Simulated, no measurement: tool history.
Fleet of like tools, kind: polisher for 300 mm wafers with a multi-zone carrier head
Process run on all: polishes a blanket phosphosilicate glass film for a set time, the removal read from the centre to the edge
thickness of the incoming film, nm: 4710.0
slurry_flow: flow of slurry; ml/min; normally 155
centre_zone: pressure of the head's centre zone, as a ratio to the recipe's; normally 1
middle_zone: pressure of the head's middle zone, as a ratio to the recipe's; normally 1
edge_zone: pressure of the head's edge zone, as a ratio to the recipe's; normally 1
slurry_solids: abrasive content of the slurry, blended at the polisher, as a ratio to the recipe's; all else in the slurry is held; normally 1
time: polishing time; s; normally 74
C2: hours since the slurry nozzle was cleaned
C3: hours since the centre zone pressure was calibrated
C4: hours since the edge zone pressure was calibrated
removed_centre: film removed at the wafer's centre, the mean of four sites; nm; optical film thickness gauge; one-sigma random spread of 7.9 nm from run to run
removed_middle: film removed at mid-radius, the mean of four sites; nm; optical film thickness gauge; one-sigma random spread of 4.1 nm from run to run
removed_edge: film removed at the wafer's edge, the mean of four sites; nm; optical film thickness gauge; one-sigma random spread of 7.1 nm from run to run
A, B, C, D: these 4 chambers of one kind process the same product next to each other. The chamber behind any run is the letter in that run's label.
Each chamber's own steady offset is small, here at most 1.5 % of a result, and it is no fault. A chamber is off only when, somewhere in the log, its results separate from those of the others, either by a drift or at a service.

-- hour=0.5 chamber D: worn pad replaced by a new one
run 1A hour=3.2 | slurry_flow=155 centre_zone=1 middle_zone=1 edge_zone=1 slurry_solids=1 time=74 | wafers_polished_on_this_pad=184 C2=426.1 C3=11.2 C4=135.7 | removed_centre=534.64 removed_middle=537.42 removed_edge=547.51
run 2C hour=7.9 | slurry_flow=155 centre_zone=1 middle_zone=1 edge_zone=1 slurry_solids=1 time=74 | wafers_polished_on_this_pad=1048 C2=200 C3=913.3 C4=512.5 | removed_centre=549.26 removed_middle=540.75 removed_edge=550.3
run 3B hour=11 | slurry_flow=155 centre_zone=1 middle_zone=1 edge_zone=1 slurry_solids=1 time=74 | wafers_polished_on_this_pad=531 C2=13.3 C3=840.2 C4=1070.9 | removed_centre=542 removed_middle=559.97 removed_edge=537.88
run 4D hour=13.8 | slurry_flow=155 centre_zone=1 middle_zone=1 edge_zone=1 slurry_solids=1 time=74 | wafers_polished_on_this_pad=171 C2=231.3 C3=389.7 C4=582.6 | removed_centre=542.57 removed_middle=547.01 removed_edge=539.03
run 5C hour=18.4 | slurry_flow=155 centre_zone=1 middle_zone=1 edge_zone=1 slurry_solids=1 time=74 | wafers_polished_on_this_pad=1183 C2=210.5 C3=923.8 C4=523 | removed_centre=540.63 removed_middle=546.55 removed_edge=546.75
run 6A hour=21.9 | slurry_flow=155 centre_zone=1 middle_zone=1 edge_zone=1 slurry_solids=1 time=74 | wafers_polished_on_this_pad=425 C2=444.8 C3=29.9 C4=154.4 | removed_centre=525.81 removed_middle=551.47 removed_edge=541.67
run 7D hour=25.7 | slurry_flow=155 centre_zone=1 middle_zone=1 edge_zone=1 slurry_solids=1 time=74 | wafers_polished_on_this_pad=324 C2=243.2 C3=401.6 C4=594.5 | removed_centre=546.56 removed_middle=539.73 removed_edge=537.92
-- hour=26.1 chamber B: centre zone pressure recalibrated
-- hour=26.6 chamber B: worn pad replaced by a new one
run 8B hour=28.5 | slurry_flow=155 centre_zone=1 middle_zone=1 edge_zone=1 slurry_solids=1 time=74 | wafers_polished_on_this_pad=25 C2=30.8 C3=2.4 C4=1088.4 | removed_centre=533.92 removed_middle=550.1 removed_edge=558.49
run 9B hour=30.8 | slurry_flow=155 centre_zone=1 middle_zone=1 edge_zone=1 slurry_solids=1 time=74 | wafers_polished_on_this_pad=54 C2=33.1 C3=4.7 C4=1090.7 | removed_centre=536.72 removed_middle=557.45 removed_edge=541.9
run 10A hour=33.2 | slurry_flow=155 centre_zone=1 middle_zone=1 edge_zone=1 slurry_solids=1 time=74 | wafers_polished_on_this_pad=570 C2=456.1 C3=41.2 C4=165.7 | removed_centre=541.11 removed_middle=541.92 removed_edge=546.36
-- hour=34.5 chamber C: worn pad replaced by a new one
run 11D hour=36.1 | slurry_flow=155 centre_zone=1 middle_zone=1 edge_zone=1 slurry_solids=1 time=74 | wafers_polished_on_this_pad=457 C2=253.6 C3=412 C4=604.9 | removed_centre=552.23 removed_middle=545.51 removed_edge=531.14
run 12C hour=38.5 | slurry_flow=155 centre_zone=1 middle_zone=1 edge_zone=1 slurry_solids=1 time=74 | wafers_polished_on_this_pad=52 C2=230.6 C3=943.9 C4=543.1 | removed_centre=548.81 removed_middle=547.41 removed_edge=526.03
run 13B hour=41.7 | slurry_flow=155 centre_zone=1 middle_zone=1 edge_zone=1 slurry_solids=1 time=74 | wafers_polished_on_this_pad=194 C2=44 C3=15.6 C4=1101.6 | removed_centre=535.67 removed_middle=550.12 removed_edge=541.76
run 14C hour=45 | slurry_flow=155 centre_zone=1 middle_zone=1 edge_zone=1 slurry_solids=1 time=74 | wafers_polished_on_this_pad=136 C2=237.1 C3=950.4 C4=549.6 | removed_centre=543.99 removed_middle=537.86 removed_edge=544.73
-- hour=47 chamber C: slurry nozzle cleaned
run 15D hour=49.2 | slurry_flow=135 centre_zone=0.91 middle_zone=1 edge_zone=1 slurry_solids=1 time=74 | wafers_polished_on_this_pad=626 C2=266.7 C3=425.1 C4=618 | removed_centre=472.12 removed_middle=524.58 removed_edge=540.82
run 16A hour=51.6 | slurry_flow=135 centre_zone=0.91 middle_zone=1 edge_zone=1 slurry_solids=1 time=74 | wafers_polished_on_this_pad=806 C2=474.5 C3=59.6 C4=184.1 | removed_centre=472.49 removed_middle=533.05 removed_edge=546.87
run 17A hour=55.2 | slurry_flow=135 centre_zone=0.91 middle_zone=1 edge_zone=1 slurry_solids=1 time=74 | wafers_polished_on_this_pad=852 C2=478.1 C3=63.2 C4=187.7 | removed_centre=479.16 removed_middle=534.59 removed_edge=524.85
run 18C hour=57.6 | slurry_flow=135 centre_zone=0.91 middle_zone=1 edge_zone=1 slurry_solids=1 time=74 | wafers_polished_on_this_pad=297 C2=10.6 C3=963 C4=562.2 | removed_centre=471.1 removed_middle=530.79 removed_edge=537.62
run 19B hour=61.6 | slurry_flow=155 centre_zone=1 middle_zone=0.91 edge_zone=1 slurry_solids=1 time=89 | wafers_polished_on_this_pad=450 C2=63.9 C3=35.5 C4=1121.5 | removed_centre=649.02 removed_middle=612.21 removed_edge=654.28
run 20D hour=64.6 | slurry_flow=155 centre_zone=1 middle_zone=0.91 edge_zone=1 slurry_solids=1 time=89 | wafers_polished_on_this_pad=824 C2=282.1 C3=440.5 C4=633.4 | removed_centre=657.8 removed_middle=598.76 removed_edge=652.24
run 21D hour=69.4 | slurry_flow=155 centre_zone=1 middle_zone=0.91 edge_zone=1 slurry_solids=1 time=89 | wafers_polished_on_this_pad=885 C2=286.9 C3=445.3 C4=638.2 | removed_centre=657.53 removed_middle=600.39 removed_edge=650.31
run 22B hour=74.1 | slurry_flow=155 centre_zone=1 middle_zone=0.91 edge_zone=1 slurry_solids=1 time=89 | wafers_polished_on_this_pad=610 C2=76.4 C3=48 C4=1134 | removed_centre=652.24 removed_middle=608.51 removed_edge=666.25
-- hour=75.9 chamber A: worn pad replaced by a new one
run 23A hour=77.9 | slurry_flow=155 centre_zone=1 middle_zone=1 edge_zone=1 slurry_solids=1 time=74 | wafers_polished_on_this_pad=26 C2=500.8 C3=85.9 C4=210.4 | removed_centre=536.12 removed_middle=543.55 removed_edge=526.97
-- hour=81.7 chamber D: worn pad replaced by a new one
run 24C hour=82.2 | slurry_flow=155 centre_zone=1 middle_zone=1 edge_zone=1 slurry_solids=1 time=74 | wafers_polished_on_this_pad=613 C2=35.2 C3=987.6 C4=586.8 | removed_centre=544.92 removed_middle=536.42 removed_edge=551.67
-- hour=84.5 chamber B: worn pad replaced by a new one
run 25A hour=86.3 | slurry_flow=105 centre_zone=1 middle_zone=1 edge_zone=1 slurry_solids=1.25 time=74 | wafers_polished_on_this_pad=134 C2=509.2 C3=94.3 C4=218.8 | removed_centre=537.36 removed_middle=553.76 removed_edge=560.29
run 26C hour=91 | slurry_flow=105 centre_zone=1 middle_zone=1 edge_zone=1 slurry_solids=1.25 time=74 | wafers_polished_on_this_pad=726 C2=44 C3=996.4 C4=595.6 | removed_centre=544.87 removed_middle=547.41 removed_edge=544.32
-- hour=94.3 chamber C: edge zone pressure recalibrated
run 27D hour=95 | slurry_flow=105 centre_zone=1 middle_zone=1 edge_zone=1 slurry_solids=1.25 time=74 | wafers_polished_on_this_pad=171 C2=312.5 C3=470.9 C4=663.8 | removed_centre=547.26 removed_middle=552.02 removed_edge=566.52
-- hour=97.4 chamber C: centre zone pressure recalibrated
run 28B hour=99.2 | slurry_flow=105 centre_zone=1 middle_zone=1 edge_zone=1 slurry_solids=1.25 time=74 | wafers_polished_on_this_pad=189 C2=101.5 C3=73.1 C4=1159.1 | removed_centre=538.29 removed_middle=557.85 removed_edge=568.71
run 29A hour=103.8 | slurry_flow=155 centre_zone=1 middle_zone=1 edge_zone=1 slurry_solids=1 time=74 | wafers_polished_on_this_pad=359 C2=526.7 C3=111.8 C4=236.3 | removed_centre=545.59 removed_middle=540.12 removed_edge=536.12
run 30D hour=107.8 | slurry_flow=155 centre_zone=1 middle_zone=1 edge_zone=1 slurry_solids=1 time=74 | wafers_polished_on_this_pad=335 C2=325.3 C3=483.7 C4=676.6 | removed_centre=544.67 removed_middle=546.2 removed_edge=536.86
run 31C hour=110.6 | slurry_flow=155 centre_zone=0.88 middle_zone=1 edge_zone=1 slurry_solids=1 time=74 | wafers_polished_on_this_pad=978 C2=63.6 C3=13.2 C4=16.3 | removed_centre=475.17 removed_middle=540.22 removed_edge=543.28
run 32B hour=113.8 | slurry_flow=155 centre_zone=0.88 middle_zone=1 edge_zone=1 slurry_solids=1 time=74 | wafers_polished_on_this_pad=377 C2=116.1 C3=87.7 C4=1173.7 | removed_centre=467.96 removed_middle=558.58 removed_edge=551.66
run 33A hour=117.2 | slurry_flow=155 centre_zone=0.88 middle_zone=1 edge_zone=1 slurry_solids=1 time=74 | wafers_polished_on_this_pad=531 C2=540.1 C3=125.2 C4=249.7 | removed_centre=467.33 removed_middle=547.81 removed_edge=549.95
run 34B hour=119.8 | slurry_flow=155 centre_zone=0.88 middle_zone=1 edge_zone=1 slurry_solids=1 time=74 | wafers_polished_on_this_pad=454 C2=122.1 C3=93.7 C4=1179.7 | removed_centre=473.82 removed_middle=554.09 removed_edge=548.04
run 35C hour=123.5 | slurry_flow=155 centre_zone=1 middle_zone=1 edge_zone=1 slurry_solids=1 time=74 | wafers_polished_on_this_pad=1144 C2=76.5 C3=26.1 C4=29.2 | removed_centre=533.6 removed_middle=538.01 removed_edge=541.24
run 36D hour=126.5 | slurry_flow=155 centre_zone=1 middle_zone=1 edge_zone=1 slurry_solids=1 time=74 | wafers_polished_on_this_pad=576 C2=344 C3=502.4 C4=695.3 | removed_centre=554.38 removed_middle=544.32 removed_edge=544.86
run 37D hour=129.1 | slurry_flow=155 centre_zone=1 middle_zone=1 edge_zone=1 slurry_solids=1 time=74 | wafers_polished_on_this_pad=609 C2=346.6 C3=505 C4=697.9 | removed_centre=541.99 removed_middle=541.33 removed_edge=557.58
run 38C hour=132.8 | slurry_flow=155 centre_zone=1 middle_zone=1 edge_zone=1 slurry_solids=1 time=74 | wafers_polished_on_this_pad=1263 C2=85.8 C3=35.4 C4=38.5 | removed_centre=544.77 removed_middle=541.97 removed_edge=548.51
run 39A hour=135.9 | slurry_flow=155 centre_zone=1 middle_zone=1 edge_zone=1 slurry_solids=1 time=74 | wafers_polished_on_this_pad=771 C2=558.8 C3=143.9 C4=268.4 | removed_centre=540.2 removed_middle=539.36 removed_edge=535.44
run 40B hour=140.9 | slurry_flow=155 centre_zone=1 middle_zone=1 edge_zone=1 slurry_solids=1 time=74 | wafers_polished_on_this_pad=725 C2=143.2 C3=114.8 C4=1200.8 | removed_centre=543.7 removed_middle=548.59 removed_edge=560.25
run 41D hour=145.6 | slurry_flow=155 centre_zone=1 middle_zone=1 edge_zone=1 slurry_solids=1 time=74 | wafers_polished_on_this_pad=821 C2=363.1 C3=521.5 C4=714.4 | removed_centre=529.8 removed_middle=542 removed_edge=538.32
-- hour=147.6 chamber C: worn pad replaced by a new one
run 42C hour=149.7 | slurry_flow=155 centre_zone=1 middle_zone=1 edge_zone=1 slurry_solids=1 time=74 | wafers_polished_on_this_pad=27 C2=102.7 C3=52.3 C4=55.4 | removed_centre=544.39 removed_middle=545.4 removed_edge=546.67

Next, every chamber runs the same settings. What will each give?
run 43A hour=153.3 | slurry_flow=155 centre_zone=0.94 middle_zone=1 edge_zone=1 slurry_solids=1 time=74 | removed_centre=? removed_middle=? removed_edge=?
run 43B hour=153.3 | slurry_flow=155 centre_zone=0.94 middle_zone=1 edge_zone=1 slurry_solids=1 time=74 | removed_centre=? removed_middle=? removed_edge=?
run 43C hour=153.3 | slurry_flow=155 centre_zone=0.94 middle_zone=1 edge_zone=1 slurry_solids=1 time=74 | removed_centre=? removed_middle=? removed_edge=?
run 43D hour=153.3 | slurry_flow=155 centre_zone=0.94 middle_zone=1 edge_zone=1 slurry_solids=1 time=74 | removed_centre=? removed_middle=? removed_edge=?

run=43A removed_centre=500.94 removed_middle=539.29 removed_edge=547.17
run=43B removed_centre=514.35 removed_middle=550.41 removed_edge=555.25
run=43C removed_centre=509.32 removed_middle=537.72 removed_edge=534.01
run=43D removed_centre=519.92 removed_middle=546.2 removed_edge=553.21
